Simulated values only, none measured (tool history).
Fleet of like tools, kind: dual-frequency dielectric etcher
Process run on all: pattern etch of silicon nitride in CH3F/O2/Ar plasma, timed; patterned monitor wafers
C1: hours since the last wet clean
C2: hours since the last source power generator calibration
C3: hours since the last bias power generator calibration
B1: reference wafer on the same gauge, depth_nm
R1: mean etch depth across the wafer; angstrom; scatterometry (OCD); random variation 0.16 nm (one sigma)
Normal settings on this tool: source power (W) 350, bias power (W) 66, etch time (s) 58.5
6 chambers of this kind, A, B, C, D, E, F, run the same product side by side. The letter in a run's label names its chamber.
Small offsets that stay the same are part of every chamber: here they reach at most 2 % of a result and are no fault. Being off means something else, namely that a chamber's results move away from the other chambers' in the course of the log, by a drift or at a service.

Run 1F, day 0.192: usual settings; C1 60.9; C2 3680.3; C3 3429.5; B1 33.625. Result: R1 379.93 angstrom.
Run 2B, day 0.479: usual settings; C1 141.3; C2 176.7; C3 1282.6; B1 33.569. Result: R1 376.47 angstrom.
Run 3D, day 0.779: usual settings; C1 202.3; C2 1662.9; C3 4502.6; B1 33.613. Result: R1 378.31 angstrom.
Run 4A, day 1.050: usual settings; C1 330.8; C2 1193.1; C3 730.2; B1 33.600. Result: R1 373.24 angstrom.
Run 5C, day 1.342: usual settings; C1 151.2; C2 3687.9; C3 1127.7; B1 33.576. Result: R1 377.41 angstrom.
Run 6E, day 1.608: usual settings; C1 89.9; C2 3028.7; C3 237.6; B1 33.608. Result: R1 372.37 angstrom.
Run 7B, day 1.788: usual settings; C1 172.7; C2 208.1; C3 1314.0; B1 33.590. Result: R1 377.92 angstrom.
Run 8F, day 2.033: usual settings; C1 105.1; C2 3724.5; C3 3473.7; B1 33.592. Result: R1 377.74 angstrom.
At day 2.150: chamber D: bias power generator calibrated.
Run 9C, day 2.179: usual settings but etch time (s) 51.0; C1 171.3; C2 3708.0; C3 1147.8; B1 33.587. Result: R1 327.31 angstrom.
Run 10E, day 2.454: usual settings but etch time (s) 51.0; C1 110.2; C2 3049.0; C3 257.9; B1 33.581. Result: R1 322.16 angstrom.
Run 11A, day 2.758: usual settings but etch time (s) 51.0; C1 371.8; C2 1234.1; C3 771.2; B1 33.613. Result: R1 326.49 angstrom.
Run 12D, day 2.900: usual settings but etch time (s) 51.0; C1 253.2; C2 1713.8; C3 18.1; B1 33.580. Result: R1 329.07 angstrom.
Run 13D, day 3.175: usual settings but etch time (s) 51.0; C1 259.8; C2 1720.4; C3 24.7; B1 33.614. Result: R1 329.02 angstrom.
Run 14F, day 3.408: usual settings but etch time (s) 51.0; C1 138.1; C2 3757.5; C3 3506.7; B1 33.607. Result: R1 328.22 angstrom.
Run 15E, day 3.562: usual settings; C1 136.8; C2 3075.6; C3 284.5; B1 33.633. Result: R1 373.52 angstrom.
Run 16A, day 3.750: usual settings; C1 395.6; C2 1257.9; C3 795.0; B1 33.614. Result: R1 372.04 angstrom.
Run 17C, day 3.921: usual settings; C1 213.1; C2 3749.8; C3 1189.6; B1 33.606. Result: R1 376.98 angstrom.
Run 18B, day 4.150: usual settings; C1 229.4; C2 264.8; C3 1370.7; B1 33.598. Result: R1 377.57 angstrom.
Run 19B, day 4.379: usual settings; C1 234.9; C2 270.3; C3 1376.2; B1 33.635. Result: R1 382.30 angstrom.
Run 20C, day 4.554: usual settings; C1 228.3; C2 3765.0; C3 1204.8; B1 33.584. Result: R1 377.12 angstrom.
Run 21A, day 4.729: usual settings; C1 419.1; C2 1281.4; C3 818.5; B1 33.615. Result: R1 375.00 angstrom.
Run 22F, day 4.975: usual settings; C1 175.7; C2 3795.1; C3 3544.3; B1 33.608. Result: R1 379.09 angstrom.
Run 23E, day 5.146: usual settings; C1 174.8; C2 3113.6; C3 322.5; B1 33.615. Result: R1 373.18 angstrom.
Run 24D, day 5.417: usual settings; C1 313.6; C2 1774.2; C3 78.5; B1 33.634. Result: R1 375.41 angstrom.
Run 25B, day 5.621: usual settings; C1 264.7; C2 300.1; C3 1406.0; B1 33.556. Result: R1 377.82 angstrom.
Run 26E, day 5.875: usual settings; C1 192.3; C2 3131.1; C3 340.0; B1 33.596. Result: R1 370.61 angstrom.
Run 27C, day 6.146: usual settings but source power (W) 320, etch time (s) 47.0; C1 266.5; C2 3803.2; C3 1243.0; B1 33.620. Result: R1 291.90 angstrom.
Run 28D, day 6.292: usual settings but source power (W) 320, etch time (s) 47.0; C1 334.6; C2 1795.2; C3 99.5; B1 33.623. Result: R1 292.47 angstrom.
Run 29F, day 6.508: usual settings but source power (W) 320, etch time (s) 47.0; C1 212.5; C2 3831.9; C3 3581.1; B1 33.591. Result: R1 291.80 angstrom.
Run 30A, day 6.808: usual settings but source power (W) 320, etch time (s) 47.0; C1 469.0; C2 1331.3; C3 868.4; B1 33.595. Result: R1 291.18 angstrom.
Run 31B, day 6.962: usual settings but source power (W) 320, etch time (s) 47.0; C1 296.9; C2 332.3; C3 1438.2; B1 33.608. Result: R1 293.88 angstrom.
Run 32D, day 7.221: usual settings but source power (W) 320, etch time (s) 47.0; C1 356.9; C2 1817.5; C3 121.8; B1 33.571. Result: R1 291.35 angstrom.
Run 33E, day 7.383: usual settings; C1 228.5; C2 3167.3; C3 376.2; B1 33.634. Result: R1 371.25 angstrom.
Run 34C, day 7.596: usual settings; C1 301.3; C2 3838.0; C3 1277.8; B1 33.631. Result: R1 375.50 angstrom.
Run 35A, day 7.921: usual settings; C1 495.7; C2 1358.0; C3 895.1; B1 33.614. Result: R1 372.63 angstrom.
Run 36F, day 8.192: usual settings; C1 252.9; C2 3872.3; C3 3621.5; B1 33.608. Result: R1 376.12 angstrom.
Run 37E, day 8.392: usual settings; C1 252.7; C2 3191.5; C3 400.4; B1 33.605. Result: R1 371.63 angstrom.

Does one chamber stand apart from the rest, does the shared gauge drift, or is all well apart from small per-chamber offsets? Give the chamber and the most likely cause, where there is one.

No chamber stands off beyond its own small offset, and the gauge holds steady.

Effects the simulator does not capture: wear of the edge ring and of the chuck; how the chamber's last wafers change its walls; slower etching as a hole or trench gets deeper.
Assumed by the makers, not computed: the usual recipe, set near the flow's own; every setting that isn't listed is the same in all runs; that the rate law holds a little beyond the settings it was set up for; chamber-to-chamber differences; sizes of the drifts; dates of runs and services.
